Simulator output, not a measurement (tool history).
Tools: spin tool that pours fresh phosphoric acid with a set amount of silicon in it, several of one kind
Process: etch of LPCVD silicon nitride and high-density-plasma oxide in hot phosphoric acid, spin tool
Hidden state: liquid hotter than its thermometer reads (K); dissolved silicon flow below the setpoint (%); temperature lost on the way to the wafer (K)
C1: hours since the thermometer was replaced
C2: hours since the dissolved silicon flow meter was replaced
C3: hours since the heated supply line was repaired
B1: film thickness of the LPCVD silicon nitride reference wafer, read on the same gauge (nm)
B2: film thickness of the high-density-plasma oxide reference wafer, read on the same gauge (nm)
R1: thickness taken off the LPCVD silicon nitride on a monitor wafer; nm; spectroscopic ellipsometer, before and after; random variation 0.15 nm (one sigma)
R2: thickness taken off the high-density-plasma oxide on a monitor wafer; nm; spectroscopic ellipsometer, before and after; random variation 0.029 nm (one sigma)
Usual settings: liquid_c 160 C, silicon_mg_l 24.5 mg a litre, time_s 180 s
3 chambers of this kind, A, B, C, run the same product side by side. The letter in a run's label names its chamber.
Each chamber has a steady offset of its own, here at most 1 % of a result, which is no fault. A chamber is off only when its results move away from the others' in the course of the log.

{"run": "1A", "hour": 13.3, "liquid_c": 160, "silicon_mg_l": 24.5, "time_s": 180, "C1": 1132, "C2": 1120.7, "C3": 472.2, "B1": 100.01, "B2": 69.973, "R1": 16.798, "R2": 0.45563}
{"run": "2C", "hour": 22.9, "liquid_c": 160, "silicon_mg_l": 24.5, "time_s": 180, "C1": 172.3, "C2": 352.6, "C3": 1602.6, "B1": 100.01, "B2": 69.996, "R1": 16.922, "R2": 0.46856}
{"run": "3B", "hour": 34.1, "liquid_c": 160, "silicon_mg_l": 24.5, "time_s": 180, "C1": 923, "C2": 700.1, "C3": 1133.5, "B1": 99.995, "B2": 70.02, "R1": 16.926, "R2": 0.42588}
{"run": "4B", "hour": 43.7, "liquid_c": 160, "silicon_mg_l": 24.5, "time_s": 180, "C1": 932.6, "C2": 709.7, "C3": 1143.1, "B1": 100.01, "B2": 69.998, "R1": 16.674, "R2": 0.41329}
{"run": "5A", "hour": 53.4, "liquid_c": 160, "silicon_mg_l": 24.5, "time_s": 180, "C1": 1172.1, "C2": 1160.8, "C3": 512.3, "B1": 99.988, "B2": 69.991, "R1": 16.311, "R2": 0.47953}
{"run": "6C", "hour": 59.7, "liquid_c": 160, "silicon_mg_l": 24.5, "time_s": 180, "C1": 209.1, "C2": 389.4, "C3": 1639.4, "B1": 100, "B2": 69.997, "R1": 16.482, "R2": 0.43343}
{"run": "7B", "hour": 70.6, "liquid_c": 160, "silicon_mg_l": 24.5, "time_s": 180, "C1": 959.5, "C2": 736.6, "C3": 1170, "B1": 100.02, "B2": 69.988, "R1": 16.508, "R2": 0.44819}
{"run": "8C", "hour": 80.8, "liquid_c": 160, "silicon_mg_l": 24.5, "time_s": 230, "C1": 230.2, "C2": 410.5, "C3": 1660.5, "B1": 100, "B2": 70.007, "R1": 21.183, "R2": 0.57589}
{"run": "9A", "hour": 91.0, "liquid_c": 160, "silicon_mg_l": 24.5, "time_s": 230, "C1": 1209.7, "C2": 1198.4, "C3": 549.9, "B1": 100.01, "B2": 69.98, "R1": 21.323, "R2": 0.59425}
{"run": "10C", "hour": 100.0, "liquid_c": 160, "silicon_mg_l": 24.5, "time_s": 230, "C1": 249.4, "C2": 429.7, "C3": 1679.7, "B1": 99.99, "B2": 69.984, "R1": 20.862, "R2": 0.58514}
{"run": "11B", "hour": 106.3, "liquid_c": 160, "silicon_mg_l": 24.5, "time_s": 180, "C1": 995.2, "C2": 772.3, "C3": 1205.7, "B1": 100.01, "B2": 70.012, "R1": 16.863, "R2": 0.44384}
{"run": "12A", "hour": 113.1, "liquid_c": 160, "silicon_mg_l": 24.5, "time_s": 180, "C1": 1231.8, "C2": 1220.5, "C3": 572, "B1": 100.02, "B2": 70.003, "R1": 16.885, "R2": 0.45299}
{"run": "13C", "hour": 122.8, "liquid_c": 160, "silicon_mg_l": 24.5, "time_s": 180, "C1": 272.2, "C2": 452.5, "C3": 1702.5, "B1": 99.994, "B2": 70.012, "R1": 16.459, "R2": 0.44206}
{"run": "14B", "hour": 131.1, "liquid_c": 160, "silicon_mg_l": 24.5, "time_s": 180, "C1": 1020, "C2": 797.1, "C3": 1230.5, "B1": 100.01, "B2": 69.995, "R1": 17.044, "R2": 0.49021}
{"run": "15A", "hour": 142.8, "liquid_c": 160, "silicon_mg_l": 24.5, "time_s": 235, "C1": 1261.5, "C2": 1250.2, "C3": 601.7, "B1": 100, "B2": 70.001, "R1": 21.953, "R2": 0.62015}
{"run": "16B", "hour": 149.1, "liquid_c": 160, "silicon_mg_l": 24.5, "time_s": 235, "C1": 1038, "C2": 815.1, "C3": 1248.5, "B1": 100, "B2": 70.007, "R1": 21.896, "R2": 0.57921}
{"run": "17A", "hour": 161.9, "liquid_c": 160, "silicon_mg_l": 24.5, "time_s": 235, "C1": 1280.6, "C2": 1269.3, "C3": 620.8, "B1": 100.02, "B2": 70.011, "R1": 21.941, "R2": 0.58798}
{"run": "18C", "hour": 175.0, "liquid_c": 160, "silicon_mg_l": 24.5, "time_s": 180, "C1": 324.4, "C2": 504.7, "C3": 1754.7, "B1": 99.994, "B2": 69.984, "R1": 16.607, "R2": 0.43232}
{"run": "19B", "hour": 181.0, "liquid_c": 160, "silicon_mg_l": 24.5, "time_s": 180, "C1": 1069.9, "C2": 847, "C3": 1280.4, "B1": 100.02, "B2": 69.996, "R1": 17.183, "R2": 0.46616}
{"run": "20C", "hour": 192.7, "liquid_c": 160, "silicon_mg_l": 24.5, "time_s": 180, "C1": 342.1, "C2": 522.4, "C3": 1772.4, "B1": 100.01, "B2": 70.009, "R1": 16.69, "R2": 0.41375}
{"run": "21A", "hour": 199.3, "liquid_c": 160, "silicon_mg_l": 24.5, "time_s": 180, "C1": 1318, "C2": 1306.7, "C3": 658.2, "B1": 99.994, "B2": 69.992, "R1": 16.6, "R2": 0.42101}
{"run": "22A", "hour": 208.0, "liquid_c": 160, "silicon_mg_l": 24.5, "time_s": 180, "C1": 1326.7, "C2": 1315.4, "C3": 666.9, "B1": 99.992, "B2": 70.014, "R1": 16.767, "R2": 0.47607}
{"run": "23C", "hour": 215.9, "liquid_c": 160, "silicon_mg_l": 24.5, "time_s": 180, "C1": 365.3, "C2": 545.6, "C3": 1795.6, "B1": 99.987, "B2": 69.991, "R1": 16.678, "R2": 0.43561}
{"run": "24B", "hour": 222.4, "liquid_c": 160, "silicon_mg_l": 24.5, "time_s": 180, "C1": 1111.3, "C2": 888.4, "C3": 1321.8, "B1": 100.01, "B2": 69.994, "R1": 17.211, "R2": 0.47938}
{"run": "25C", "hour": 233.4, "liquid_c": 160, "silicon_mg_l": 24.5, "time_s": 180, "C1": 382.8, "C2": 563.1, "C3": 1813.1, "B1": 99.979, "B2": 69.993, "R1": 16.386, "R2": 0.47868}
{"run": "26A", "hour": 240.4, "liquid_c": 160, "silicon_mg_l": 24.5, "time_s": 180, "C1": 1359.1, "C2": 1347.8, "C3": 699.3, "B1": 99.977, "B2": 70.003, "R1": 16.708, "R2": 0.39752}
{"run": "27B", "hour": 249.2, "liquid_c": 162, "silicon_mg_l": 42, "time_s": 180, "C1": 1138.1, "C2": 915.2, "C3": 1348.6, "B1": 99.983, "B2": 69.995, "R1": 18.672, "R2": 0.24979}
{"run": "28A", "hour": 260.5, "liquid_c": 162, "silicon_mg_l": 42, "time_s": 180, "C1": 1379.2, "C2": 1367.9, "C3": 719.4, "B1": 99.995, "B2": 69.972, "R1": 18.03, "R2": 0.2175}
{"hour": 266.6, "done": "chamber A: dissolved silicon flow meter replaced"}
{"run": "29B", "hour": 268.0, "liquid_c": 162, "silicon_mg_l": 42, "time_s": 180, "C1": 1156.9, "C2": 934, "C3": 1367.4, "B1": 100.01, "B2": 69.991, "R1": 18.615, "R2": 0.24742}
{"run": "30C", "hour": 274.0, "liquid_c": 160, "silicon_mg_l": 24.5, "time_s": 180, "C1": 423.4, "C2": 603.7, "C3": 1853.7, "B1": 100.01, "B2": 69.988, "R1": 16.78, "R2": 0.41399}
{"run": "31B", "hour": 283.8, "liquid_c": 160, "silicon_mg_l": 24.5, "time_s": 180, "C1": 1172.7, "C2": 949.8, "C3": 1383.2, "B1": 99.998, "B2": 70.002, "R1": 17.477, "R2": 0.54889}
{"run": "32A", "hour": 291.9, "liquid_c": 160, "silicon_mg_l": 24.5, "time_s": 180, "C1": 1410.6, "C2": 25.3, "C3": 750.8, "B1": 100.01, "B2": 69.994, "R1": 16.61, "R2": 0.38743}
{"run": "33C", "hour": 298.8, "liquid_c": 160, "silicon_mg_l": 24.5, "time_s": 180, "C1": 448.2, "C2": 628.5, "C3": 1878.5, "B1": 99.999, "B2": 70.002, "R1": 16.479, "R2": 0.44828}
{"run": "34B", "hour": 310.8, "liquid_c": 160, "silicon_mg_l": 24.5, "time_s": 180, "C1": 1199.7, "C2": 976.8, "C3": 1410.2, "B1": 99.995, "B2": 69.992, "R1": 17.587, "R2": 0.50446}
{"run": "35C", "hour": 317.8, "liquid_c": 160, "silicon_mg_l": 24.5, "time_s": 180, "C1": 467.2, "C2": 647.5, "C3": 1897.5, "B1": 99.972, "B2": 69.994, "R1": 16.553, "R2": 0.41931}

All 3 chambers run these settings next. Forecast each chamber's results:
{"run": "36A", "hour": 327.3, "liquid_c": 160, "silicon_mg_l": 24.5, "time_s": 180, "R1": "?", "R2": "?"}
{"run": "36B", "hour": 327.3, "liquid_c": 160, "silicon_mg_l": 24.5, "time_s": 180, "R1": "?", "R2": "?"}
{"run": "36C", "hour": 327.3, "liquid_c": 160, "silicon_mg_l": 24.5, "time_s": 180, "R1": "?", "R2": "?"}

run=36A R1=16.674 R2=0.48732
run=36B R1=17.803 R2=0.5157
run=36C R1=16.584 R2=0.44129
